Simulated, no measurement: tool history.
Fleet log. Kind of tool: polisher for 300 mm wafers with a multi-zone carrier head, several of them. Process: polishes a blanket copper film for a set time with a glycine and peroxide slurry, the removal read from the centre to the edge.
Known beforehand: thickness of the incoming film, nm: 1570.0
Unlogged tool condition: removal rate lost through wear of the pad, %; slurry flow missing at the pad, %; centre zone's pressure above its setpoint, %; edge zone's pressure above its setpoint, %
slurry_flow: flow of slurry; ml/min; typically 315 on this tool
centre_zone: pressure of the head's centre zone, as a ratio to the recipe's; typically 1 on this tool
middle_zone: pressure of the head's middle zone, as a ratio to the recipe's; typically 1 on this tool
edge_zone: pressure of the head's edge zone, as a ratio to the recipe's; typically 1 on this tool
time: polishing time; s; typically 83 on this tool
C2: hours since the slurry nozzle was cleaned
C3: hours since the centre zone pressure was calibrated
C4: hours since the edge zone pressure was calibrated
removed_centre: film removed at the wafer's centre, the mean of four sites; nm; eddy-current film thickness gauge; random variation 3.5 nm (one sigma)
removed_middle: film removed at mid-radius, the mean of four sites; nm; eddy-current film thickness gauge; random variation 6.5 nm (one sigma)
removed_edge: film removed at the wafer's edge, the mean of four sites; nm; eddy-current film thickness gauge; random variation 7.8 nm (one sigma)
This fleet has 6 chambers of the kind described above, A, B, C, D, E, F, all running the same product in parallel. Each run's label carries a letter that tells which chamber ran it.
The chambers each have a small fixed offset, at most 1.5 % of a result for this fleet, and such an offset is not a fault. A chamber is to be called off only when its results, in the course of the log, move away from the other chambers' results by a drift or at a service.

{"hour": 2.3, "done": "chamber F: slurry nozzle cleaned"}
{"run": "1C", "hour": 2.9, "slurry_flow": 315, "centre_zone": 1, "middle_zone": 1, "edge_zone": 1, "time": 83, "wafers polished on this pad": 450, "C2": 177.9, "C3": 970.2, "C4": 141.3, "removed_centre": 558.66, "removed_middle": 554.65, "removed_edge": 573.03}
{"run": "2A", "hour": 7.3, "slurry_flow": 315, "centre_zone": 1, "middle_zone": 1, "edge_zone": 1, "time": 83, "wafers polished on this pad": 1142, "C2": 527.1, "C3": 823.7, "C4": 82.3, "removed_centre": 559.49, "removed_middle": 556.8, "removed_edge": 555.32}
{"run": "3B", "hour": 9.5, "slurry_flow": 315, "centre_zone": 1, "middle_zone": 1, "edge_zone": 1, "time": 83, "wafers polished on this pad": 160, "C2": 34.2, "C3": 630.5, "C4": 51.2, "removed_centre": 558.24, "removed_middle": 560.19, "removed_edge": 562.44}
{"run": "4E", "hour": 13.5, "slurry_flow": 315, "centre_zone": 1, "middle_zone": 1, "edge_zone": 1, "time": 83, "wafers polished on this pad": 573, "C2": 340.2, "C3": 532.3, "C4": 975.6, "removed_centre": 562.39, "removed_middle": 547.34, "removed_edge": 577.67}
{"hour": 16.3, "done": "chamber F: worn pad replaced by a new one"}
{"run": "5F", "hour": 16.4, "slurry_flow": 315, "centre_zone": 1, "middle_zone": 1, "edge_zone": 1, "time": 83, "wafers polished on this pad": 1, "C2": 14.2, "C3": 149.7, "C4": 1103.4, "removed_centre": 562.99, "removed_middle": 558.99, "removed_edge": 562.68}
{"run": "6D", "hour": 20.2, "slurry_flow": 315, "centre_zone": 1, "middle_zone": 1, "edge_zone": 1, "time": 83, "wafers polished on this pad": 209, "C2": 193.1, "C3": 53.8, "C4": 86, "removed_centre": 558.27, "removed_middle": 564.74, "removed_edge": 567.68}
{"run": "7F", "hour": 24.7, "slurry_flow": 315, "centre_zone": 1, "middle_zone": 1, "edge_zone": 1, "time": 83, "wafers polished on this pad": 82, "C2": 22.5, "C3": 158, "C4": 1111.7, "removed_centre": 549.56, "removed_middle": 561.95, "removed_edge": 553.58}
{"run": "8C", "hour": 27.6, "slurry_flow": 210, "centre_zone": 1.06, "middle_zone": 1, "edge_zone": 1, "time": 83, "wafers polished on this pad": 692, "C2": 202.6, "C3": 994.9, "C4": 166, "removed_centre": 566.08, "removed_middle": 551.92, "removed_edge": 547.39}
{"run": "9E", "hour": 32.2, "slurry_flow": 210, "centre_zone": 1.06, "middle_zone": 1, "edge_zone": 1, "time": 83, "wafers polished on this pad": 757, "C2": 358.9, "C3": 551, "C4": 994.3, "removed_centre": 573.61, "removed_middle": 531.03, "removed_edge": 533.53}
{"hour": 34.3, "done": "chamber E: edge zone pressure recalibrated"}
{"run": "10D", "hour": 35.8, "slurry_flow": 210, "centre_zone": 1.06, "middle_zone": 1, "edge_zone": 1, "time": 83, "wafers polished on this pad": 363, "C2": 208.7, "C3": 69.4, "C4": 101.6, "removed_centre": 572.35, "removed_middle": 545.58, "removed_edge": 551.24}
{"hour": 37.4, "done": "chamber A: worn pad replaced by a new one"}
{"run": "11B", "hour": 38.0, "slurry_flow": 210, "centre_zone": 1.06, "middle_zone": 1, "edge_zone": 1, "time": 83, "wafers polished on this pad": 440, "C2": 62.7, "C3": 659, "C4": 79.7, "removed_centre": 569.81, "removed_middle": 553.78, "removed_edge": 543.6}
{"hour": 39.6, "done": "chamber E: worn pad replaced by a new one"}
{"run": "12A", "hour": 40.4, "slurry_flow": 210, "centre_zone": 1.06, "middle_zone": 1, "edge_zone": 1, "time": 83, "wafers polished on this pad": 29, "C2": 560.2, "C3": 856.8, "C4": 115.4, "removed_centre": 570.97, "removed_middle": 523.15, "removed_edge": 545.42}
{"run": "13E", "hour": 42.5, "slurry_flow": 210, "centre_zone": 1.06, "middle_zone": 1, "edge_zone": 1, "time": 83, "wafers polished on this pad": 28, "C2": 369.2, "C3": 561.3, "C4": 8.3, "removed_centre": 566.07, "removed_middle": 517.36, "removed_edge": 543.86}
{"run": "14A", "hour": 45.0, "slurry_flow": 315, "centre_zone": 1, "middle_zone": 0.96, "edge_zone": 1, "time": 70, "wafers polished on this pad": 74, "C2": 564.8, "C3": 861.4, "C4": 120, "removed_centre": 470.26, "removed_middle": 464.6, "removed_edge": 470.29}
{"run": "15B", "hour": 49.6, "slurry_flow": 315, "centre_zone": 1, "middle_zone": 0.96, "edge_zone": 1, "time": 70, "wafers polished on this pad": 554, "C2": 74.3, "C3": 670.6, "C4": 91.3, "removed_centre": 470.18, "removed_middle": 460.86, "removed_edge": 471.44}
{"run": "16D", "hour": 54.1, "slurry_flow": 315, "centre_zone": 1, "middle_zone": 0.96, "edge_zone": 1, "time": 70, "wafers polished on this pad": 542, "C2": 227, "C3": 87.7, "C4": 119.9, "removed_centre": 476.24, "removed_middle": 454.74, "removed_edge": 458.72}
{"run": "17F", "hour": 58.5, "slurry_flow": 315, "centre_zone": 1, "middle_zone": 0.96, "edge_zone": 1, "time": 70, "wafers polished on this pad": 414, "C2": 56.3, "C3": 191.8, "C4": 1145.5, "removed_centre": 467.99, "removed_middle": 457.08, "removed_edge": 465.82}
{"run": "18C", "hour": 61.1, "slurry_flow": 315, "centre_zone": 1, "middle_zone": 0.96, "edge_zone": 1, "time": 70, "wafers polished on this pad": 1021, "C2": 236.1, "C3": 1028.4, "C4": 199.5, "removed_centre": 461.58, "removed_middle": 445.16, "removed_edge": 474}
{"run": "19E", "hour": 64.9, "slurry_flow": 315, "centre_zone": 1, "middle_zone": 0.96, "edge_zone": 1, "time": 70, "wafers polished on this pad": 248, "C2": 391.6, "C3": 583.7, "C4": 30.7, "removed_centre": 482.25, "removed_middle": 450.66, "removed_edge": 477.25}
{"run": "20F", "hour": 68.7, "slurry_flow": 315, "centre_zone": 1, "middle_zone": 1, "edge_zone": 1, "time": 83, "wafers polished on this pad": 514, "C2": 66.5, "C3": 202, "C4": 1155.7, "removed_centre": 551.73, "removed_middle": 558.67, "removed_edge": 560.48}
{"hour": 72.0, "done": "chamber C: worn pad replaced by a new one"}
{"run": "21A", "hour": 72.7, "slurry_flow": 315, "centre_zone": 1, "middle_zone": 1, "edge_zone": 1, "time": 83, "wafers polished on this pad": 346, "C2": 592.5, "C3": 889.1, "C4": 147.7, "removed_centre": 562.07, "removed_middle": 556.21, "removed_edge": 555}
{"hour": 73.8, "done": "chamber C: centre zone pressure recalibrated"}
{"hour": 76.2, "done": "chamber D: worn pad replaced by a new one"}
{"run": "22D", "hour": 76.5, "slurry_flow": 315, "centre_zone": 1, "middle_zone": 1, "edge_zone": 1, "time": 83, "wafers polished on this pad": 2, "C2": 249.4, "C3": 110.1, "C4": 142.3, "removed_centre": 564.59, "removed_middle": 558.68, "removed_edge": 555.54}
{"hour": 76.9, "done": "chamber B: worn pad replaced by a new one"}
{"run": "23C", "hour": 79.0, "slurry_flow": 315, "centre_zone": 1, "middle_zone": 1, "edge_zone": 1, "time": 83, "wafers polished on this pad": 69, "C2": 254, "C3": 5.2, "C4": 217.4, "removed_centre": 553.35, "removed_middle": 554.4, "removed_edge": 560.24}
{"run": "24B", "hour": 83.2, "slurry_flow": 315, "centre_zone": 1, "middle_zone": 1, "edge_zone": 1, "time": 83, "wafers polished on this pad": 62, "C2": 107.9, "C3": 704.2, "C4": 124.9, "removed_centre": 561.15, "removed_middle": 558.01, "removed_edge": 553.5}
{"run": "25F", "hour": 87.5, "slurry_flow": 315, "centre_zone": 1, "middle_zone": 1, "edge_zone": 1, "time": 83, "wafers polished on this pad": 699, "C2": 85.3, "C3": 220.8, "C4": 1174.5, "removed_centre": 556.66, "removed_middle": 565.13, "removed_edge": 554.24}
{"hour": 90.2, "done": "chamber F: worn pad replaced by a new one"}
{"run": "26B", "hour": 91.0, "slurry_flow": 405, "centre_zone": 1.08, "middle_zone": 1, "edge_zone": 1, "time": 83, "wafers polished on this pad": 139, "C2": 115.7, "C3": 712, "C4": 132.7, "removed_centre": 618.84, "removed_middle": 572.24, "removed_edge": 571.24}
{"run": "27D", "hour": 94.4, "slurry_flow": 405, "centre_zone": 1.08, "middle_zone": 1, "edge_zone": 1, "time": 83, "wafers polished on this pad": 178, "C2": 267.3, "C3": 128, "C4": 160.2, "removed_centre": 627.55, "removed_middle": 581.88, "removed_edge": 571.54}
{"run": "28C", "hour": 98.5, "slurry_flow": 405, "centre_zone": 1.08, "middle_zone": 1, "edge_zone": 1, "time": 83, "wafers polished on this pad": 260, "C2": 273.5, "C3": 24.7, "C4": 236.9, "removed_centre": 609.87, "removed_middle": 565.11, "removed_edge": 582.36}
{"run": "29A", "hour": 100.5, "slurry_flow": 405, "centre_zone": 1.08, "middle_zone": 1, "edge_zone": 1, "time": 83, "wafers polished on this pad": 620, "C2": 620.3, "C3": 916.9, "C4": 175.5, "removed_centre": 628.75, "removed_middle": 575.1, "removed_edge": 571.86}
{"run": "30E", "hour": 103.4, "slurry_flow": 405, "centre_zone": 1.08, "middle_zone": 1, "edge_zone": 1, "time": 83, "wafers polished on this pad": 627, "C2": 430.1, "C3": 622.2, "C4": 69.2, "removed_centre": 619.02, "removed_middle": 566.26, "removed_edge": 592.76}
{"run": "31B", "hour": 106.0, "slurry_flow": 405, "centre_zone": 1.08, "middle_zone": 1, "edge_zone": 1, "time": 83, "wafers polished on this pad": 286, "C2": 130.7, "C3": 727, "C4": 147.7, "removed_centre": 619.26, "removed_middle": 574.44, "removed_edge": 561.98}
{"run": "32E", "hour": 109.8, "slurry_flow": 315, "centre_zone": 1, "middle_zone": 1, "edge_zone": 1, "time": 83, "wafers polished on this pad": 690, "C2": 436.5, "C3": 628.6, "C4": 75.6, "removed_centre": 560.19, "removed_middle": 541.94, "removed_edge": 579.46}
{"hour": 111.7, "done": "chamber E: worn pad replaced by a new one"}
{"run": "33C", "hour": 113.7, "slurry_flow": 315, "centre_zone": 1, "middle_zone": 1, "edge_zone": 1, "time": 83, "wafers polished on this pad": 410, "C2": 288.7, "C3": 39.9, "C4": 252.1, "removed_centre": 546.93, "removed_middle": 554.88, "removed_edge": 556.78}
{"run": "34A", "hour": 116.4, "slurry_flow": 315, "centre_zone": 1, "middle_zone": 1, "edge_zone": 1, "time": 83, "wafers polished on this pad": 776, "C2": 636.2, "C3": 932.8, "C4": 191.4, "removed_centre": 566.9, "removed_middle": 555.95, "removed_edge": 549.53}
{"run": "35F", "hour": 119.6, "slurry_flow": 315, "centre_zone": 1, "middle_zone": 1, "edge_zone": 1, "time": 83, "wafers polished on this pad": 289, "C2": 117.4, "C3": 252.9, "C4": 1206.6, "removed_centre": 555.77, "removed_middle": 564.11, "removed_edge": 575.79}
{"run": "36D", "hour": 121.5, "slurry_flow": 315, "centre_zone": 1, "middle_zone": 1, "edge_zone": 1, "time": 83, "wafers polished on this pad": 445, "C2": 294.4, "C3": 155.1, "C4": 187.3, "removed_centre": 566.2, "removed_middle": 563.61, "removed_edge": 561.2}
{"run": "37B", "hour": 124.7, "slurry_flow": 315, "centre_zone": 1, "middle_zone": 1, "edge_zone": 1, "time": 83, "wafers polished on this pad": 470, "C2": 149.4, "C3": 745.7, "C4": 166.4, "removed_centre": 562.65, "removed_middle": 566.24, "removed_edge": 554.21}
{"run": "38E", "hour": 127.1, "slurry_flow": 315, "centre_zone": 1, "middle_zone": 1, "edge_zone": 1, "time": 83, "wafers polished on this pad": 151, "C2": 453.8, "C3": 645.9, "C4": 92.9, "removed_centre": 562.22, "removed_middle": 552.95, "removed_edge": 576.16}
{"run": "39F", "hour": 131.0, "slurry_flow": 315, "centre_zone": 1, "middle_zone": 1, "edge_zone": 1, "time": 83, "wafers polished on this pad": 401, "C2": 128.8, "C3": 264.3, "C4": 1218, "removed_centre": 550.87, "removed_middle": 550.47, "removed_edge": 566.1}
{"run": "40A", "hour": 133.2, "slurry_flow": 315, "centre_zone": 1, "middle_zone": 1, "edge_zone": 1, "time": 83, "wafers polished on this pad": 941, "C2": 653, "C3": 949.6, "C4": 208.2, "removed_centre": 561.06, "removed_middle": 565.45, "removed_edge": 552.89}
{"run": "41D", "hour": 135.3, "slurry_flow": 315, "centre_zone": 1, "middle_zone": 1.07, "edge_zone": 1, "time": 83, "wafers polished on this pad": 580, "C2": 308.2, "C3": 168.9, "C4": 201.1, "removed_centre": 565.29, "removed_middle": 609.67, "removed_edge": 559.5}
{"run": "42C", "hour": 139.2, "slurry_flow": 315, "centre_zone": 1, "middle_zone": 1.07, "edge_zone": 1, "time": 83, "wafers polished on this pad": 660, "C2": 314.2, "C3": 65.4, "C4": 277.6, "removed_centre": 531.63, "removed_middle": 574.56, "removed_edge": 535.38}

The same settings go to every chamber for the next run, one line per chamber below. Forecast the results for each:
{"run": "43A", "hour": 142.5, "slurry_flow": 315, "centre_zone": 0.95, "middle_zone": 1, "edge_zone": 1, "time": 83, "removed_centre": "?", "removed_middle": "?", "removed_edge": "?"}
{"run": "43B", "hour": 142.5, "slurry_flow": 315, "centre_zone": 0.95, "middle_zone": 1, "edge_zone": 1, "time": 83, "removed_centre": "?", "removed_middle": "?", "removed_edge": "?"}
{"run": "43C", "hour": 142.5, "slurry_flow": 315, "centre_zone": 0.95, "middle_zone": 1, "edge_zone": 1, "time": 83, "removed_centre": "?", "removed_middle": "?", "removed_edge": "?"}
{"run": "43D", "hour": 142.5, "slurry_flow": 315, "centre_zone": 0.95, "middle_zone": 1, "edge_zone": 1, "time": 83, "removed_centre": "?", "removed_middle": "?", "removed_edge": "?"}
{"run": "43E", "hour": 142.5, "slurry_flow": 315, "centre_zone": 0.95, "middle_zone": 1, "edge_zone": 1, "time": 83, "removed_centre": "?", "removed_middle": "?", "removed_edge": "?"}
{"run": "43F", "hour": 142.5, "slurry_flow": 315, "centre_zone": 0.95, "middle_zone": 1, "edge_zone": 1, "time": 83, "removed_centre": "?", "removed_middle": "?", "removed_edge": "?"}

run=43A removed_centre=532.4 removed_middle=547.91 removed_edge=563.67
run=43B removed_centre=528.7 removed_middle=565.36 removed_edge=556.36
run=43C removed_centre=508.74 removed_middle=543.81 removed_edge=549.8
run=43D removed_centre=534.06 removed_middle=561.52 removed_edge=557.73
run=43E removed_centre=530.17 removed_middle=557.61 removed_edge=562.99
run=43F removed_centre=532.27 removed_middle=564.19 removed_edge=558.23
